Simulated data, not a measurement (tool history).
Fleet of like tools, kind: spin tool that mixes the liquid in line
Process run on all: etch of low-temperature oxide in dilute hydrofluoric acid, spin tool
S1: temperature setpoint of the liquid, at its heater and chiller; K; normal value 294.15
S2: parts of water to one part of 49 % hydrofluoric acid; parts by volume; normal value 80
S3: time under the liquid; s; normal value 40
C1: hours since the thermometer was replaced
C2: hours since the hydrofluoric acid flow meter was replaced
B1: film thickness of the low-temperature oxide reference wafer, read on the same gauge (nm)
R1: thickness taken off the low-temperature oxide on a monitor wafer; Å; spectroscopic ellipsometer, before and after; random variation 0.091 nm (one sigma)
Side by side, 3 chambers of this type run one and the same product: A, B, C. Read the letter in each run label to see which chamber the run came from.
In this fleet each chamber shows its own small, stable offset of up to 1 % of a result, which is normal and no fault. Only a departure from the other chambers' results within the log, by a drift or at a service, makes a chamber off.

| run | hour | S1 | S2 | S3 | C1 | C2 | B1 | R1 |
|---|---|---|---|---|---|---|---|---|
| 1A | 13.1 | 294.15 | 80 | 40 | 856.3 | 115.5 | 129.96 | 90.45 |
| 2B | 21 | 294.15 | 80 | 40 | 946.5 | 818.2 | 129.97 | 90.918 |
| 3C | 30.4 | 294.15 | 80 | 40 | 466.3 | 2073.3 | 130.01 | 90.204 |
| 4C | 36.5 | 294.15 | 80 | 40 | 472.4 | 2079.4 | 129.98 | 88.434 |
| 5B | 47.5 | 294.15 | 80 | 40 | 973 | 844.7 | 129.96 | 90.935 |
| 6A | 60.9 | 294.15 | 80 | 40 | 904.1 | 163.3 | 130.03 | 92.19 |
|  | 66.6 | chamber C: hydrofluoric acid flow meter replaced |
| 7A | 71.5 | 294.15 | 80 | 40 | 914.7 | 173.9 | 130.03 | 90.47 |
| 8B | 78.2 | 294.15 | 80 | 40 | 1003.7 | 875.4 | 130.03 | 90.662 |
| 9C | 90.1 | 294.15 | 50 | 40 | 526 | 23.5 | 130.05 | 148.62 |
| 10B | 98.7 | 294.15 | 50 | 40 | 1024.2 | 895.9 | 129.99 | 150.07 |
| 11C | 110.5 | 294.15 | 50 | 40 | 546.4 | 43.9 | 130.04 | 149.63 |
| 12A | 117.4 | 294.15 | 80 | 40 | 960.6 | 219.8 | 129.96 | 91.942 |
| 13B | 126.9 | 294.15 | 80 | 40 | 1052.4 | 924.1 | 129.98 | 91.63 |
| 14A | 137.3 | 294.15 | 80 | 40 | 980.5 | 239.7 | 130.03 | 90.89 |
| 15C | 150.8 | 294.15 | 110 | 25 | 586.7 | 84.2 | 130.03 | 39.149 |
| 16A | 163.1 | 294.15 | 110 | 25 | 1006.3 | 265.5 | 130.01 | 40.144 |
| 17B | 172.4 | 294.15 | 110 | 25 | 1097.9 | 969.6 | 130.06 | 39.613 |
| 18C | 182.6 | 290.15 | 80 | 40 | 618.5 | 116 | 129.99 | 74.931 |
| 19A | 194 | 290.15 | 80 | 40 | 1037.2 | 296.4 | 130.02 | 78.696 |
| 20B | 207.2 | 290.15 | 80 | 40 | 1132.7 | 1004.4 | 129.96 | 76.667 |
|  | 215.2 | chamber B: hydrofluoric acid flow meter replaced |
| 21C | 217.9 | 294.15 | 80 | 40 | 653.8 | 151.3 | 129.98 | 88.81 |
| 22B | 228.6 | 291.65 | 80 | 60 | 1154.1 | 13.4 | 129.96 | 123.76 |
| 23C | 241.6 | 291.65 | 80 | 60 | 677.5 | 175 | 130.04 | 116.05 |
| 24A | 250 | 291.65 | 80 | 60 | 1093.2 | 352.4 | 129.95 | 124.11 |
| 25C | 257.2 | 294.15 | 80 | 40 | 693.1 | 190.6 | 129.99 | 85.959 |
| 26A | 266 | 298.65 | 80 | 40 | 1109.2 | 368.4 | 130.01 | 106.28 |
| 27B | 279.4 | 298.65 | 80 | 40 | 1204.9 | 64.2 | 130.06 | 109.53 |
| 28B | 293.1 | 298.65 | 80 | 40 | 1218.6 | 77.9 | 129.99 | 111.33 |
| 29C | 301.2 | 294.15 | 80 | 40 | 737.1 | 234.6 | 130.05 | 84.592 |
| 30A | 314.6 | 292.15 | 80 | 40 | 1157.8 | 417 | 129.99 | 84.606 |
| 31C | 325.3 | 292.15 | 80 | 40 | 761.2 | 258.7 | 129.98 | 77.427 |
| 32A | 333 | 292.15 | 80 | 40 | 1176.2 | 435.4 | 130.04 | 83.231 |
| 33B | 343.3 | 294.15 | 80 | 40 | 1268.8 | 128.1 | 130.03 | 91.03 |
| 34B | 353.6 | 291.65 | 80 | 60 | 1279.1 | 138.4 | 130.01 | 123.75 |
| 35C | 364.8 | 291.65 | 80 | 60 | 800.7 | 298.2 | 129.99 | 111.35 |
| 36A | 372.7 | 291.65 | 80 | 60 | 1215.9 | 475.1 | 129.95 | 123.36 |
| 37A | 379.1 | 294.15 | 80 | 40 | 1222.3 | 481.5 | 129.96 | 91.723 |
| 38B | 387.9 | 294.15 | 80 | 40 | 1313.4 | 172.7 | 130.03 | 91.64 |
| 39C | 394.2 | 294.15 | 80 | 40 | 830.1 | 327.6 | 129.97 | 82.958 |
| 40C | 406.8 | 298.15 | 80 | 40 | 842.7 | 340.2 | 129.97 | 97.295 |
| 41A | 419.9 | 298.15 | 80 | 40 | 1263.1 | 522.3 | 130 | 107.38 |

Predict what each chamber gives when all 3 of them run the settings below next.
| 42A | 429.8 | 294.15 | 80 | 40 |  |  |  | ? |
| 42B | 429.8 | 294.15 | 80 | 40 |  |  |  | ? |
| 42C | 429.8 | 294.15 | 80 | 40 |  |  |  | ? |

| run | R1 |
|---|---|
| 42A | 91.242 |
| 42B | 91.446 |
| 42C | 82.932 |
